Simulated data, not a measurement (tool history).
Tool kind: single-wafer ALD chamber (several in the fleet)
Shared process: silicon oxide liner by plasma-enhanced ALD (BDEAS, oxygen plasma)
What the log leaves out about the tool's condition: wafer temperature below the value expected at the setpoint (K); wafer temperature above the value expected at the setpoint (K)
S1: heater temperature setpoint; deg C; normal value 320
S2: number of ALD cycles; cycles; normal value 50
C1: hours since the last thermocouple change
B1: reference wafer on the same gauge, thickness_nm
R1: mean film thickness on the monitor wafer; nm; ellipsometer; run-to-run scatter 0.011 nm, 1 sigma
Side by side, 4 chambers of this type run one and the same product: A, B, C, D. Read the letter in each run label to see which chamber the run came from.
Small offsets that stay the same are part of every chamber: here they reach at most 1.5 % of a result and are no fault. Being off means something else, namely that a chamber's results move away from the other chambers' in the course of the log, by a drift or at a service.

Run 1C, day 0.533: usual settings; C1 15.3; B1 5.3018. Result: R1 4.5932 nm.
Run 2B, day 1.079: usual settings; C1 252.0; B1 5.2993. Result: R1 4.5353 nm.
Run 3D, day 1.375: usual settings; C1 467.4; B1 5.3002. Result: R1 4.5220 nm.
Run 4A, day 1.633: usual settings; C1 1607.3; B1 5.3030. Result: R1 4.5157 nm.
Run 5B, day 1.962: usual settings; C1 273.2; B1 5.2998. Result: R1 4.5542 nm.
Run 6A, day 2.346: usual settings but S1 311 deg C; C1 1624.4; B1 5.3023. Result: R1 4.5928 nm.
Run 7C, day 2.621: usual settings but S1 311 deg C; C1 65.4; B1 5.2982. Result: R1 4.6502 nm.
Run 8D, day 3.171: usual settings but S1 311 deg C; C1 510.5; B1 5.2964. Result: R1 4.5783 nm.
Run 9C, day 3.729: usual settings but S1 311 deg C; C1 92.0; B1 5.2971. Result: R1 4.6302 nm.
Run 10D, day 4.296: usual settings but S1 329 deg C; C1 537.5; B1 5.3002. Result: R1 4.4732 nm.
Run 11A, day 4.546: usual settings but S1 329 deg C; C1 1677.2; B1 5.3022. Result: R1 4.4744 nm.
Run 12B, day 4.862: usual settings but S1 329 deg C; C1 342.8; B1 5.2991. Result: R1 4.4777 nm.
Run 13C, day 5.196: usual settings but S1 329 deg C; C1 127.2; B1 5.3029. Result: R1 4.5125 nm.
Run 14D, day 5.575: usual settings; C1 568.2; B1 5.2985. Result: R1 4.5456 nm.
Run 15A, day 6.104: usual settings; C1 1714.6; B1 5.3016. Result: R1 4.5326 nm.
Run 16B, day 6.404: usual settings; C1 379.8; B1 5.2999. Result: R1 4.5462 nm.
Run 17D, day 6.912: usual settings but S1 310 deg C, S2 41 cycles; C1 600.3; B1 5.2994. Result: R1 3.7611 nm.
Run 18C, day 7.258: usual settings but S1 310 deg C, S2 41 cycles; C1 176.7; B1 5.2997. Result: R1 3.8056 nm.
At day 7.571: chamber A: thermocouple changed; heater temperature recalibrated.
Run 19A, day 7.583: usual settings but S1 310 deg C, S2 41 cycles; C1 0.3; B1 5.2993. Result: R1 3.7758 nm.
Run 20B, day 7.996: usual settings but S1 310 deg C, S2 41 cycles; C1 418.0; B1 5.3004. Result: R1 3.7752 nm.
Run 21B, day 8.462: usual settings; C1 429.2; B1 5.2994. Result: R1 4.5196 nm.
Run 22A, day 8.942: usual settings; C1 32.9; B1 5.3032. Result: R1 4.5396 nm.
Run 23D, day 9.479: usual settings; C1 661.9; B1 5.2970. Result: R1 4.5227 nm.
Run 24C, day 9.992: usual settings; C1 242.3; B1 5.3027. Result: R1 4.5738 nm.
Run 25B, day 10.271: usual settings; C1 472.6; B1 5.2982. Result: R1 4.5520 nm.
Run 26C, day 10.792: usual settings; C1 261.5; B1 5.3016. Result: R1 4.5700 nm.
Run 27A, day 11.308: usual settings but S2 44 cycles; C1 89.7; B1 5.3024. Result: R1 3.9882 nm.
Run 28D, day 11.646: usual settings but S2 44 cycles; C1 713.9; B1 5.3012. Result: R1 3.9700 nm.
Run 29A, day 12.204: usual settings but S2 44 cycles; C1 111.2; B1 5.2979. Result: R1 3.9898 nm.
Run 30D, day 12.483: usual settings but S2 44 cycles; C1 734.0; B1 5.2991. Result: R1 4.0011 nm.
Run 31C, day 12.792: usual settings; C1 309.5; B1 5.3018. Result: R1 4.5847 nm.
Run 32B, day 13.329: usual settings; C1 546.0; B1 5.3010. Result: R1 4.5360 nm.
Run 33A, day 13.900: usual settings but S1 327 deg C; C1 151.9; B1 5.3010. Result: R1 4.4985 nm.
Run 34C, day 14.421: usual settings but S1 327 deg C; C1 348.6; B1 5.3016. Result: R1 4.5349 nm.
Run 35B, day 14.800: usual settings but S1 327 deg C; C1 581.3; B1 5.2993. Result: R1 4.4873 nm.

Does one chamber stand apart from the rest, does the shared gauge drift, or is all well apart from small per-chamber offsets? Give the chamber and the most likely cause, where there is one.

No chamber stands off beyond its own small offset, and the gauge holds steady.
